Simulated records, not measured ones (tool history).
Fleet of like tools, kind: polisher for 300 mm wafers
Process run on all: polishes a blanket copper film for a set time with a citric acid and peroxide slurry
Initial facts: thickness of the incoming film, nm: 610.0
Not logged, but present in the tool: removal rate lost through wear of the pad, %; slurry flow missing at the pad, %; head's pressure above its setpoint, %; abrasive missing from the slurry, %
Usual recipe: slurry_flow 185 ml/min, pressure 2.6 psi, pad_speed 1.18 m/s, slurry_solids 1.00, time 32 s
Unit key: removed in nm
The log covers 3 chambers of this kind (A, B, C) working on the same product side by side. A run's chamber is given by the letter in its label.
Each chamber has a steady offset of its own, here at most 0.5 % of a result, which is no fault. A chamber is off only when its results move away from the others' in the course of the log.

run,hour,slurry_flow,pressure,pad_speed,slurry_solids,time,wafers polished on this pad,hours since the slurry nozzle was cleaned,hours since the head pressure was calibrated,hours since the slurry blender was calibrated,removed
# hour 1.4: chamber B: worn pad replaced by a new one
1B,5.6,185,2.6,1.18,1.00,32,64,179.7,203.1,266.8,70.585
# hour 7.2: chamber C: worn pad replaced by a new one
2A,9.4,185,2.6,1.18,1.00,32,174,167.5,552.1,200.9,70.343
3C,13.2,185,2.6,1.18,1.00,32,90,424.5,1419.0,76.4,69.566
4B,19.6,185,2.6,1.18,1.00,32,275,193.7,217.1,280.8,69.991
# hour 23.4: chamber C: head pressure recalibrated
5C,24.7,185,2.6,1.18,1.00,32,264,436.0,1.4,87.9,69.762
6A,28.1,185,2.6,1.18,1.00,32,456,186.2,570.8,219.6,69.959
# hour 29.9: chamber C: slurry nozzle cleaned
7B,32.2,185,2.6,1.18,1.00,32,465,206.3,229.7,293.4,69.636
8A,36.4,185,2.6,1.18,1.00,32,581,194.5,579.1,227.9,69.993
9C,43.2,185,2.6,1.18,1.00,32,542,13.4,19.9,106.4,69.962
10C,50.2,185,3.0,1.52,1.00,32,648,20.4,26.9,113.4,104.910
11B,54.2,185,3.0,1.52,1.00,32,796,228.3,251.7,315.4,102.120
# hour 55.6: chamber B: worn pad replaced by a new one
12A,58.1,185,3.0,1.52,1.00,32,908,216.2,600.8,249.6,103.860
# hour 58.2: chamber C: worn pad replaced by a new one
13C,62.2,185,2.6,1.18,1.00,32,61,32.4,38.9,125.4,71.173
14A,66.9,185,2.6,1.18,1.00,32,1041,225.0,609.6,258.4,69.855
15B,71.8,185,2.6,1.18,1.00,32,244,245.9,269.3,333.0,68.619
16A,75.9,185,2.6,1.18,1.00,32,1176,234.0,618.6,267.4,70.605
17B,82.5,185,2.6,1.18,1.00,32,405,256.6,280.0,343.7,69.838
18C,86.2,185,2.6,1.18,1.00,32,422,56.4,62.9,149.4,69.876
# hour 86.5: chamber A: worn pad replaced by a new one
19A,92.4,185,2.6,1.18,1.00,32,90,250.5,635.1,283.9,69.290
# hour 97.8: chamber C: worn pad replaced by a new one
20B,99.6,185,2.6,1.18,1.00,32,663,273.7,297.1,360.8,71.050
21C,103.4,185,2.6,1.18,1.00,32,84,73.6,80.1,166.6,70.242
22B,107.6,185,2.6,1.18,1.25,32,783,281.7,305.1,368.8,72.446
23A,111.5,185,2.6,1.18,1.25,32,377,269.6,654.2,303.0,73.251
24C,115.6,185,2.6,1.18,1.25,32,268,85.8,92.3,178.8,74.145
# hour 121.4: chamber B: worn pad replaced by a new one
25B,122.8,185,2.6,1.18,1.00,32,22,296.9,320.3,384.0,68.870
26A,129.8,165,2.6,1.44,1.00,32,653,287.9,672.5,321.3,85.575
27C,136.4,165,2.6,1.44,1.00,32,581,106.6,113.1,199.6,83.830
28C,139.8,165,2.6,1.44,1.00,32,632,110.0,116.5,203.0,84.101
29B,144.4,185,2.6,1.18,1.00,32,347,318.5,341.9,405.6,68.921
30A,148.1,185,2.6,1.18,1.00,32,929,306.2,690.8,339.6,70.355
# hour 148.9: chamber C: worn pad replaced by a new one
31A,152.2,185,2.6,1.18,1.00,32,991,310.3,694.9,343.7,70.232
32C,155.5,185,2.6,1.18,1.00,32,100,125.7,132.2,218.7,70.118

One chamber off, gauge drift, or nothing amiss beyond the chambers' own small offsets? If it is a chamber, which one, and what is the likeliest cause?

All chambers stay in line apart from their small fixed offsets, and the gauge does not drift.
